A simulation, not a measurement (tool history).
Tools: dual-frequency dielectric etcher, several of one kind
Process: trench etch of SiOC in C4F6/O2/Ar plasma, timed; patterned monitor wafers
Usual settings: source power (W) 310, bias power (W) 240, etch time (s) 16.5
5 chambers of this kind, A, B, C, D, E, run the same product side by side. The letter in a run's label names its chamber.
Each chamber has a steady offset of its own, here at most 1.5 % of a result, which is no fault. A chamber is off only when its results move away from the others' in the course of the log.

run   hour  source power (W)  bias power (W)  etch time (s)  hours since the last wet clean  hours since the last source power generator calibration  hours since the last bias power generator calibration  read-back reference wafer on the same gauge, depth_nm  mean etch depth across the wafer (Å)
 1C    4.6               310             240           16.5                           272.7                                                   1405.5                                                  417.7                                                 30.605                                341.93
 2B   11.6               310             240           16.5                           478.3                                                    125.2                                                 1933.7                                                 30.543                                339.78
 3D   19.6               310             240           16.5                           299.2                                                    384.5                                                  926.2                                                 30.638                                348.10
 4E   25.9               310             240           16.5                           277.2                                                   3769.0                                                  534.6                                                 30.663                                345.47
 5A   34.3               310             240           16.5                           260.7                                                   1108.9                                                 1326.3                                                 30.565                                342.38
 6E   38.6               330             240           16.5                           289.9                                                   3781.7                                                  547.3                                                 30.582                                352.33
 7D   43.2               330             240           16.5                           322.8                                                    408.1                                                  949.8                                                 30.639                                353.71
      44.1  -- chamber E: source power generator calibrated
 8B   47.2               330             240           16.5                           513.9                                                    160.8                                                 1969.3                                                 30.599                                353.96
 9A   54.8               330             240           16.5                           281.2                                                   1129.4                                                 1346.8                                                 30.609                                343.87
10C   59.6               330             240           16.5                           327.7                                                   1460.5                                                  472.7                                                 30.582                                346.49
11B   63.4               310             240           16.5                           530.1                                                    177.0                                                 1985.5                                                 30.600                                341.13
12D   67.6               310             240           16.5                           347.2                                                    432.5                                                  974.2                                                 30.573                                352.10
13A   71.8               310             240           16.5                           298.2                                                   1146.4                                                 1363.8                                                 30.562                                344.92
14E   77.4               310             240           16.5                           328.7                                                     33.3                                                  586.1                                                 30.609                                341.01
15C   81.1               310             240           16.5                           349.2                                                   1482.0                                                  494.2                                                 30.563                                345.84
16E   88.0               310             277           16.5                           339.3                                                     43.9                                                  596.7                                                 30.561                                361.11
17A   95.4               310             277           16.5                           321.8                                                   1170.0                                                 1387.4                                                 30.598                                362.69
18D  100.5               310             277           16.5                           380.1                                                    465.4                                                 1007.1                                                 30.570                                364.74
19C  106.0               310             277           16.5                           374.1                                                   1506.9                                                  519.1                                                 30.578                                365.94
20B  110.7               310             277           16.5                           577.4                                                    224.3                                                 2032.8                                                 30.644                                357.13
21D  117.0               310             240           16.5                           396.6                                                    481.9                                                 1023.6                                                 30.588                                347.24
22E  123.7               310             240           16.5                           375.0                                                     79.6                                                  632.4                                                 30.604                                342.94
23B  127.6               310             240           16.5                           594.3                                                    241.2                                                 2049.7                                                 30.550                                339.64
24C  132.1               310             240           16.5                           400.2                                                   1533.0                                                  545.2                                                 30.598                                347.70
25A  138.7               310             240           16.5                           365.1                                                   1213.3                                                 1430.7                                                 30.568                                341.22
26A  143.4               310             240           16.5                           369.8                                                   1218.0                                                 1435.4                                                 30.582                                340.11
27E  147.0               310             240           16.5                           398.3                                                    102.9                                                  655.7                                                 30.670                                342.99
28B  153.9               310             183           16.5                           620.6                                                    267.5                                                 2076.0                                                 30.609                                313.28
29D  159.6               310             183           16.5                           439.2                                                    524.5                                                 1066.2                                                 30.578                                318.82
30C  168.0               310             183           16.5                           436.1                                                   1568.9                                                  581.1                                                 30.581                                323.28
31D  172.3               310             183           16.5                           451.9                                                    537.2                                                 1078.9                                                 30.649                                315.63
32E  179.9               310             183           16.5                           431.2                                                    135.8                                                  688.6                                                 30.613                                316.20
33A  187.6               310             187           16.5                           414.0                                                   1262.2                                                 1479.6                                                 30.629                                315.68
34C  192.4               310             187           16.5                           460.5                                                   1593.3                                                  605.5                                                 30.538                                329.18
     196.1  -- chamber B: wet clean of the chamber
35B  197.9               310             187           16.5                             1.8                                                    311.5                                                 2120.0                                                 30.589                                313.77
36B  204.8               310             187           16.5                             8.7                                                    318.4                                                 2126.9                                                 30.601                                313.54
37A  213.0               310             187           16.5                           439.4                                                   1287.6                                                 1505.0                                                 30.595                                308.12
38D  220.0               310             240           16.5                           499.6                                                    584.9                                                 1126.6                                                 30.613                                343.02

Is one chamber off against the others, does the gauge drift, or is nothing wrong? If a chamber is off, say which, and what the likeliest cause is.

Chamber C drifts away from the others.
Cause: etch rate over this chamber's usual, % = 5.43.

Here are 4 candidates for chamber C's next run, each the usual settings with a change, their results left as question marks. Which one brings its results back in line with what the others give on the usual settings?
In line means no further than this from the other chambers' mean on the usual settings: mean etch depth across the wafer (Å) 8.20
39C-1  226.1               360             273           16.5                                                                                                                                                                                                                                            ?
39C-2  226.1               240             240           16.5                                                                                                                                                                                                                                            ?
39C-3  226.1               310             240           15.5                                                                                                                                                                                                                                            ?
39C-4  226.1               350             240           16.5                                                                                                                                                                                                                                            ?

The other chambers' mean on the usual settings: mean etch depth across the wafer (Å) 343.43
  run  mean etch depth across the wafer (Å)
39C-1                                400.76
39C-2                                329.30
39C-3                                340.35
39C-4                                379.21
39C-3 brings the chamber back in line.
